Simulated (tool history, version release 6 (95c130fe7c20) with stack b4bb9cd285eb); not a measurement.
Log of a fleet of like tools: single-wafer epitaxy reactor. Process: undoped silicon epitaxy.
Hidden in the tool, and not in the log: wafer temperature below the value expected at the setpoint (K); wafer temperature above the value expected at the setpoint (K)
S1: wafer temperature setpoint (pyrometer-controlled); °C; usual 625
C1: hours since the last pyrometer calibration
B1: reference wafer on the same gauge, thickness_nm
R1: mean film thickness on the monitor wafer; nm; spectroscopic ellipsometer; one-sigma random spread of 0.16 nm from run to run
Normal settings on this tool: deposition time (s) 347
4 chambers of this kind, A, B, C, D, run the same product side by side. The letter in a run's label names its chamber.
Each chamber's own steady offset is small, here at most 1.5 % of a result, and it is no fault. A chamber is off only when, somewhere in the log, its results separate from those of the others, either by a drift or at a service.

run 1D hour=13.6 | S1=625 deposition_time_(s)=347 | C1=2605.2 | B1=26.788 | R1=34.069
run 2B hour=22.8 | S1=625 deposition_time_(s)=347 | C1=816.9 | B1=26.818 | R1=32.924
run 3C hour=35.4 | S1=625 deposition_time_(s)=347 | C1=475.7 | B1=26.79 | R1=33.605
run 4A hour=46.2 | S1=625 deposition_time_(s)=347 | C1=1618.4 | B1=26.762 | R1=33.337
run 5B hour=55.8 | S1=625 deposition_time_(s)=347 | C1=849.9 | B1=26.799 | R1=32.863
run 6C hour=67.8 | S1=637 deposition_time_(s)=282 | C1=508.1 | B1=26.797 | R1=35.707
run 7A hour=81 | S1=637 deposition_time_(s)=282 | C1=1653.2 | B1=26.838 | R1=35.377
run 8D hour=92.5 | S1=637 deposition_time_(s)=282 | C1=2684.1 | B1=26.785 | R1=35.596
run 9A hour=105.1 | S1=637 deposition_time_(s)=282 | C1=1677.3 | B1=26.796 | R1=35.399
run 10D hour=113.9 | S1=625 deposition_time_(s)=347 | C1=2705.5 | B1=26.787 | R1=33.809
run 11B hour=121.7 | S1=625 deposition_time_(s)=347 | C1=915.8 | B1=26.787 | R1=33.155
run 12C hour=137.1 | S1=625 deposition_time_(s)=347 | C1=577.4 | B1=26.762 | R1=33.312
run 13A hour=152.4 | S1=634 deposition_time_(s)=320 | C1=1724.6 | B1=26.817 | R1=37.792
run 14B hour=165.8 | S1=634 deposition_time_(s)=320 | C1=959.9 | B1=26.798 | R1=37.068
run 15C hour=175.8 | S1=634 deposition_time_(s)=320 | C1=616.1 | B1=26.824 | R1=37.746
run 16D hour=188.8 | S1=634 deposition_time_(s)=320 | C1=2780.4 | B1=26.795 | R1=38.115
-- hour=192.1 chamber A: pyrometer calibrated
run 17C hour=199.7 | S1=625 deposition_time_(s)=347 | C1=640 | B1=26.821 | R1=33.368
run 18D hour=213.3 | S1=625 deposition_time_(s)=347 | C1=2804.9 | B1=26.819 | R1=33.7
run 19B hour=220.9 | S1=618 deposition_time_(s)=293 | C1=1015 | B1=26.827 | R1=23.746
run 20A hour=232.1 | S1=618 deposition_time_(s)=293 | C1=40.1 | B1=26.806 | R1=24.187
run 21C hour=245.9 | S1=618 deposition_time_(s)=293 | C1=686.2 | B1=26.809 | R1=23.814
run 22A hour=257.8 | S1=618 deposition_time_(s)=293 | C1=65.8 | B1=26.822 | R1=24.125
run 23D hour=264.9 | S1=625 deposition_time_(s)=347 | C1=2856.5 | B1=26.81 | R1=33.588
run 24B hour=276.2 | S1=619 deposition_time_(s)=347 | C1=1070.3 | B1=26.8 | R1=28.579
-- hour=280 chamber D: pyrometer calibrated
run 25C hour=291.1 | S1=619 deposition_time_(s)=347 | C1=731.4 | B1=26.815 | R1=28.87
run 26B hour=304.2 | S1=619 deposition_time_(s)=347 | C1=1098.3 | B1=26.8 | R1=28.895
run 27D hour=317.8 | S1=619 deposition_time_(s)=347 | C1=37.9 | B1=26.797 | R1=27.467
run 28A hour=331.7 | S1=625 deposition_time_(s)=347 | C1=139.7 | B1=26.777 | R1=33.516
run 29C hour=346.4 | S1=625 deposition_time_(s)=347 | C1=786.7 | B1=26.81 | R1=33.546
run 30A hour=355.6 | S1=638 deposition_time_(s)=316 | C1=163.6 | B1=26.768 | R1=40.918
run 31D hour=364.7 | S1=638 deposition_time_(s)=316 | C1=84.8 | B1=26.822 | R1=38.626
run 32B hour=372 | S1=638 deposition_time_(s)=316 | C1=1166.1 | B1=26.838 | R1=40.192
run 33B hour=380.3 | S1=638 deposition_time_(s)=316 | C1=1174.4 | B1=26.81 | R1=39.959
run 34A hour=395.2 | S1=625 deposition_time_(s)=347 | C1=203.2 | B1=26.763 | R1=33.253
run 35C hour=403.8 | S1=625 deposition_time_(s)=347 | C1=844.1 | B1=26.819 | R1=33.058
run 36D hour=416.8 | S1=625 deposition_time_(s)=347 | C1=136.9 | B1=26.806 | R1=31.657
run 37D hour=426.9 | S1=636 deposition_time_(s)=347 | C1=147 | B1=26.771 | R1=40.81
run 38B hour=438.2 | S1=636 deposition_time_(s)=347 | C1=1232.3 | B1=26.837 | R1=42.284
run 39C hour=452.6 | S1=636 deposition_time_(s)=347 | C1=892.9 | B1=26.781 | R1=42.606
run 40A hour=466.7 | S1=636 deposition_time_(s)=347 | C1=274.7 | B1=26.81 | R1=42.783
run 41D hour=476.2 | S1=625 deposition_time_(s)=347 | C1=196.3 | B1=26.784 | R1=31.776
run 42B hour=487.9 | S1=625 deposition_time_(s)=347 | C1=1282 | B1=26.808 | R1=33.004

Has any chamber moved away from the others, gradually or after a service, or does the common gauge drift, or do the chambers differ only by their own small steady offsets? State the chamber and the most likely cause if one applies.

A service on chamber D put it out of line with the rest.
Likeliest cause: wafer temperature below the value expected at the setpoint (K) = 2.62.

Here are 4 candidates for chamber D's next run, each the usual settings with a change, their results left as question marks. Which one brings its results back in line with what the others give on the usual settings?
To be in line, a result may differ from the other chambers' mean on the usual settings by at most: R1 0.55 nm
run 43D-1 hour=499.3 | S1=625 deposition_time_(s)=364 | R1=?
run 43D-2 hour=499.3 | S1=625 deposition_time_(s)=383 | R1=?
run 43D-3 hour=499.3 | S1=623 deposition_time_(s)=347 | R1=?
run 43D-4 hour=499.3 | S1=625 deposition_time_(s)=311 | R1=?

Average result of the remaining chambers running the usual settings: R1 33.294 nm
run=43D-1 R1=33.152
run=43D-2 R1=34.882
run=43D-3 R1=30.17
run=43D-4 R1=28.325
Change 43D-1 lands the chamber within the allowed miss of the other chambers.
